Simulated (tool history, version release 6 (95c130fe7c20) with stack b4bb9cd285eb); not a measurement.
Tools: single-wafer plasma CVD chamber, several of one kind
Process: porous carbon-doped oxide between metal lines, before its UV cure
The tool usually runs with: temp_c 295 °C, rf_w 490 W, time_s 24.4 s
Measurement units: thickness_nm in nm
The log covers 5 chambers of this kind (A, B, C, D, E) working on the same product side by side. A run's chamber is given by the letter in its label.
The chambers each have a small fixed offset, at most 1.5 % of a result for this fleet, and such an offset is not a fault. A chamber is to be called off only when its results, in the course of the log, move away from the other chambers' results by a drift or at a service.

| run | hour | temp_c | rf_w | time_s | read-back reference wafer on the same gauge, thickness_nm | thickness_nm |
|---|---|---|---|---|---|---|
| 1E | 7.9 | 295 | 490 | 24.4 | 138.12 | 136.64 |
| 2B | 17.7 | 295 | 490 | 24.4 | 137.89 | 134.91 |
| 3D | 25.9 | 295 | 490 | 24.4 | 137.95 | 134.84 |
| 4C | 32.7 | 295 | 490 | 24.4 | 138.03 | 135.46 |
| 5A | 40.8 | 295 | 490 | 24.4 | 137.99 | 135.56 |
| 6A | 47.5 | 295 | 490 | 24.4 | 138.02 | 134.73 |
| 7B | 57 | 295 | 490 | 24.4 | 138.07 | 134.99 |
| 8C | 64.9 | 288 | 455 | 24.4 | 138.04 | 133.65 |
| 9D | 72.8 | 288 | 455 | 24.4 | 137.94 | 132.84 |
| 10E | 78.6 | 288 | 455 | 24.4 | 137.92 | 135.25 |
| 11E | 87.5 | 288 | 455 | 24.4 | 138.02 | 135.42 |
| 12A | 97.7 | 288 | 455 | 24.4 | 137.96 | 133.68 |
| 13D | 109.5 | 295 | 490 | 24.4 | 137.99 | 134.45 |
|  | 109.9 | chamber A: RF generator calibrated |
|  | 120.7 | chamber C: thermocouple changed; heater temperature recalibrated |
| 14B | 122.4 | 302 | 490 | 22.6 | 138.06 | 120.59 |
|  | 133.4 | chamber E: thermocouple changed; heater temperature recalibrated |
| 15C | 133.4 | 302 | 490 | 22.6 | 137.95 | 120.6 |
| 16D | 141.8 | 302 | 490 | 22.6 | 138.13 | 119.84 |
| 17A | 148.7 | 302 | 490 | 22.6 | 137.99 | 120.31 |
| 18B | 158.4 | 302 | 490 | 22.6 | 137.94 | 120.15 |
| 19C | 169.4 | 295 | 490 | 24.4 | 138.07 | 135.46 |
|  | 180.4 | chamber C: RF generator calibrated |
| 20E | 182 | 295 | 490 | 24.4 | 137.99 | 139.15 |
| 21B | 192.1 | 295 | 400 | 24.4 | 137.95 | 115.85 |
| 22A | 204.8 | 295 | 400 | 24.4 | 138.02 | 116.96 |
| 23D | 212.7 | 295 | 400 | 24.4 | 138.01 | 115.41 |
| 24E | 220.3 | 295 | 400 | 24.4 | 137.96 | 119.12 |
| 25C | 230.9 | 295 | 400 | 24.4 | 138.01 | 116.84 |
| 26C | 238.8 | 295 | 490 | 24.4 | 138.07 | 135.47 |
| 27E | 250.2 | 295 | 490 | 24.4 | 138.07 | 138.84 |
| 28A | 260.9 | 295 | 490 | 24.4 | 137.97 | 135.02 |
| 29B | 267.7 | 295 | 490 | 24.4 | 138.04 | 134.96 |
| 30D | 280 | 295 | 490 | 24.4 | 138 | 134.39 |
| 31E | 290.1 | 295 | 490 | 24.4 | 137.95 | 138.43 |
|  | 295 | chamber D: RF generator calibrated |
| 32B | 297.4 | 295 | 490 | 24.4 | 137.91 | 135.17 |
| 33C | 304.9 | 283 | 490 | 24.4 | 137.95 | 145.3 |
| 34A | 316.1 | 283 | 490 | 24.4 | 137.96 | 144.94 |
| 35D | 323.3 | 283 | 490 | 24.4 | 137.97 | 144.7 |
| 36C | 336.3 | 283 | 490 | 24.4 | 138.03 | 145.6 |
| 37B | 342.1 | 283 | 490 | 24.4 | 138 | 145.23 |
| 38D | 350.7 | 295 | 490 | 24.4 | 137.95 | 134.19 |

Each of the 5 chambers runs these same settings next. Fill in every chamber's results:
| 39A | 360.3 | 295 | 530 | 24.4 |  | ? |
| 39B | 360.3 | 295 | 530 | 24.4 |  | ? |
| 39C | 360.3 | 295 | 530 | 24.4 |  | ? |
| 39D | 360.3 | 295 | 530 | 24.4 |  | ? |
| 39E | 360.3 | 295 | 530 | 24.4 |  | ? |

| run | thickness_nm |
|---|---|
| 39A | 142.22 |
| 39B | 142.42 |
| 39C | 142.59 |
| 39D | 141.35 |
| 39E | 146.07 |
